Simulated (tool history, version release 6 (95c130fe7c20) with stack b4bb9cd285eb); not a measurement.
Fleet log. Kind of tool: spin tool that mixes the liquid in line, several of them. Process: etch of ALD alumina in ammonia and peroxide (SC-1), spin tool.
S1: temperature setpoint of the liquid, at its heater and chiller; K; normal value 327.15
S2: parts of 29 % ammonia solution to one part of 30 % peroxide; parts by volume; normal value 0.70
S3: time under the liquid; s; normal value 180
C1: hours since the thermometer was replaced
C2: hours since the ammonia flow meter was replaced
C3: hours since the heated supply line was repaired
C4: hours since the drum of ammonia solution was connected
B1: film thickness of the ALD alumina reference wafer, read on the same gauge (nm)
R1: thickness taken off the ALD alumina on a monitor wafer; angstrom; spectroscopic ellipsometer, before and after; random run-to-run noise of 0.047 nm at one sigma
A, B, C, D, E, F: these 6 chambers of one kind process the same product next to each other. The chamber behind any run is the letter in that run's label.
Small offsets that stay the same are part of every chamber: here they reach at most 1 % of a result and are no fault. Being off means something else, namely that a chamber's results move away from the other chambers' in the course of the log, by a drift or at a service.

run     day      S1    S2   S3      C1      C2      C3      C4      B1       R1
 1D   0.562  327.15  0.70  180   589.7   654.9  1503.7   293.6  79.997  108.430
 2E   0.979  327.15  0.70  180   662.4  1456.3   702.9   373.1  79.970  109.180
 3A   1.283  327.15  0.70  180  1121.8   581.2  1316.2   364.4  79.978  106.550
      1.558  -- chamber F: new drum of ammonia solution connected
 4B   1.567  327.15  0.70  180   706.7  1014.0    52.2   703.3  80.013  108.330
      1.933  -- chamber A: heated supply line repaired
      1.938  -- chamber C: heated supply line repaired
 5F   2.017  327.15  0.70  180   558.9  1958.1  1637.5    11.1  80.021  106.770
 6C   2.600  327.15  0.70  180   659.5   331.0    15.9   231.2  80.009  106.210
 7C   2.900  327.15  0.70  180   666.7   338.2    23.1   238.4  79.991  107.300
 8B   3.304  327.15  0.70  180   748.4  1055.7    93.9   745.0  80.025  108.400
 9E   3.846  327.15  0.70  180   731.2  1525.1   771.7   441.9  79.989  108.930
10A   4.112  327.15  0.70  180  1189.7   649.1    52.3   432.3  80.007  106.270
11F   4.546  327.15  0.70  180   619.6  2018.8  1698.2    71.8  79.989  106.840
12D   4.808  327.15  0.70  180   691.6   756.8  1605.6   395.5  80.002  108.540
13A   5.250  327.15  0.70  180  1217.0   676.4    79.6   459.6  80.016  107.340
      5.483  -- chamber D: new drum of ammonia solution connected
14E   5.771  327.15  0.70  180   777.4  1571.3   817.9   488.1  79.995  108.680
15D   6.292  327.15  0.70  180   727.2   792.4  1641.2    19.4  80.006  108.680
      6.529  -- chamber A: thermometer replaced
16C   6.612  327.15  0.70  180   755.8   427.3   112.2   327.5  79.993  106.670
17F   7.133  327.15  0.70  180   681.7  2080.9  1760.3   133.9  80.007  107.260
18B   7.504  327.15  0.70  180   849.2  1156.5   194.7   845.8  80.010  108.200
19B   7.979  327.15  0.70  180   860.6  1167.9   206.1   857.2  79.990  108.240
20C   8.246  327.15  0.70  230   795.0   466.5   151.4   366.7  80.045  134.670
21E   8.517  327.15  0.70  230   843.3  1637.2   883.8   554.0  80.011  138.470
      8.796  -- chamber B: ammonia flow meter replaced
22F   8.796  327.15  0.70  230   721.6  2120.8  1800.2   173.8  80.011  136.400
23D   9.229  327.15  0.70  230   797.7   862.9  1711.7    89.9  80.008  139.480
24A   9.833  327.15  0.70  230    79.4   786.4   189.6   569.6  79.996  136.900
25C  10.212  327.15  0.70  230   842.2   513.7   198.6   413.9  80.009  135.590
26D  10.646  327.15  0.70  180   831.7   896.9  1745.7   123.9  80.018  110.520
27F  10.933  327.15  0.70  180   772.9  2172.1  1851.5   225.1  79.969  106.800
28E  11.350  327.15  0.70  180   911.3  1705.2   951.8   622.0  80.008  108.760
29B  11.696  327.15  0.70  180   949.8    69.6   295.3   946.4  80.010  108.230
30A  11.975  327.15  0.55  105   130.8   837.8   241.0   621.0  79.998   60.962
31A  12.558  327.15  0.55  105   144.8   851.8   255.0   635.0  79.982   61.454
     12.588  -- chamber F: ammonia flow meter replaced
     13.012  -- chamber F: new drum of ammonia solution connected
32E  13.158  327.15  0.55  105   954.7  1748.6   995.2   665.4  79.986   61.282
     13.321  -- chamber A: new drum of ammonia solution connected
33B  13.612  327.15  0.55  105   995.8   115.6   341.3   992.4  79.991   61.809
34C  14.000  327.15  0.55  105   933.1   604.6   289.5   504.8  79.992   61.131
35F  14.475  327.15  0.55  105   857.9    45.3  1936.5    35.1  80.017   60.690
     14.833  -- chamber D: heated supply line repaired
36D  14.900  327.15  0.70  180   933.8   999.0     1.6   226.0  80.012  111.390
37B  15.233  327.15  0.70  180  1034.7   154.5   380.2  1031.3  79.987  108.080
38E  15.717  327.15  0.70  180  1016.1  1810.0  1056.6   726.8  80.035  107.860
39C  16.271  327.15  0.70  180   987.6   659.1   344.0   559.3  80.017  106.420
40A  16.667  327.15  0.70  180   243.4   950.4   353.6    80.3  80.001  108.100
41D  17.179  327.15  0.70  180   988.5  1053.7    56.3   280.7  79.979  112.660

All 6 chambers run these settings next. Forecast each chamber's results:
42A  17.617  327.15  0.70  180                       ?
42B  17.617  327.15  0.70  180                       ?
42C  17.617  327.15  0.70  180                       ?
42D  17.617  327.15  0.70  180                       ?
42E  17.617  327.15  0.70  180                       ?
42F  17.617  327.15  0.70  180                       ?

run       R1
42A  108.400
42B  107.890
42C  107.430
42D  111.920
42E  107.600
42F  107.140
